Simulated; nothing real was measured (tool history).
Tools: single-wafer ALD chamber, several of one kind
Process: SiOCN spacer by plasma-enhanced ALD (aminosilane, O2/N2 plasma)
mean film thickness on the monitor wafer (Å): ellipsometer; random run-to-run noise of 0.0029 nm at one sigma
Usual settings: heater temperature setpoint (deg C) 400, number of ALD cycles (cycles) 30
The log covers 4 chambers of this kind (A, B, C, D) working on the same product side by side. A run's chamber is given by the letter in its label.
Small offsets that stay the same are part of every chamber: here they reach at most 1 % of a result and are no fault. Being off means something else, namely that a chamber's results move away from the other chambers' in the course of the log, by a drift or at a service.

| run | hour | heater temperature setpoint (deg C) | number of ALD cycles (cycles) | hours since the last thermocouple change | read-back reference wafer on the same gauge, thickness_nm | mean film thickness on the monitor wafer (Å) |
|---|---|---|---|---|---|---|
| 1B | 7.0 | 400 | 30 | 492.7 | 1.8107 | 18.133 |
| 2A | 12.7 | 400 | 30 | 14.7 | 1.8116 | 18.004 |
| 3C | 19.6 | 400 | 30 | 1309.9 | 1.8118 | 18.279 |
| 4D | 29.5 | 400 | 30 | 242.0 | 1.8117 | 18.245 |
| 5C | 35.5 | 400 | 30 | 1325.8 | 1.8117 | 18.312 |
| 6D | 43.8 | 400 | 30 | 256.3 | 1.8119 | 18.216 |
| 7A | 52.8 | 400 | 30 | 54.8 | 1.8121 | 18.033 |
| 8B | 60.2 | 400 | 30 | 545.9 | 1.8127 | 18.203 |
| 9B | 66.3 | 400 | 30 | 552.0 | 1.8129 | 18.118 |
| 10C | 77.0 | 400 | 30 | 1367.3 | 1.8136 | 18.285 |
| 11A | 85.3 | 400 | 30 | 87.3 | 1.8143 | 18.041 |
| 12D | 93.8 | 400 | 30 | 306.3 | 1.8149 | 18.257 |
| 13C | 99.8 | 400 | 30 | 1390.1 | 1.8152 | 18.349 |
| 14A | 107.0 | 400 | 30 | 109.0 | 1.8153 | 18.071 |
| 15B | 117.9 | 400 | 30 | 603.6 | 1.8158 | 18.206 |
| 16D | 128.1 | 400 | 30 | 340.6 | 1.8164 | 18.314 |
| 17C | 137.4 | 400 | 30 | 1427.7 | 1.8171 | 18.364 |
| 18D | 144.3 | 400 | 30 | 356.8 | 1.8176 | 18.222 |
| 19B | 151.9 | 400 | 30 | 637.6 | 1.8174 | 18.205 |
| 20A | 158.7 | 400 | 30 | 160.7 | 1.8181 | 18.134 |
| 21B | 167.6 | 400 | 30 | 653.3 | 1.8177 | 18.196 |
| 22A | 177.3 | 400 | 30 | 179.3 | 1.8183 | 18.121 |
| 23D | 182.5 | 400 | 30 | 395.0 | 1.8189 | 18.274 |
| 24C | 193.0 | 400 | 30 | 1483.3 | 1.8190 | 18.402 |
| 25C | 198.7 | 400 | 30 | 1489.0 | 1.8199 | 18.405 |
| 26B | 207.3 | 400 | 30 | 693.0 | 1.8195 | 18.244 |
| 27D | 215.4 | 394 | 30 | 427.9 | 1.8209 | 18.359 |
| 28A | 222.2 | 394 | 30 | 224.2 | 1.8202 | 18.164 |
| 29A | 230.6 | 394 | 30 | 232.6 | 1.8216 | 18.093 |

One chamber off, gauge drift, or nothing amiss beyond the chambers' own small offsets? If it is a chamber, which one, and what is the likeliest cause?

None of the chambers is off. What moves is the gauge, dragging all their readings along together.
Most likely cause: gauge reads high (%) = 0.66.

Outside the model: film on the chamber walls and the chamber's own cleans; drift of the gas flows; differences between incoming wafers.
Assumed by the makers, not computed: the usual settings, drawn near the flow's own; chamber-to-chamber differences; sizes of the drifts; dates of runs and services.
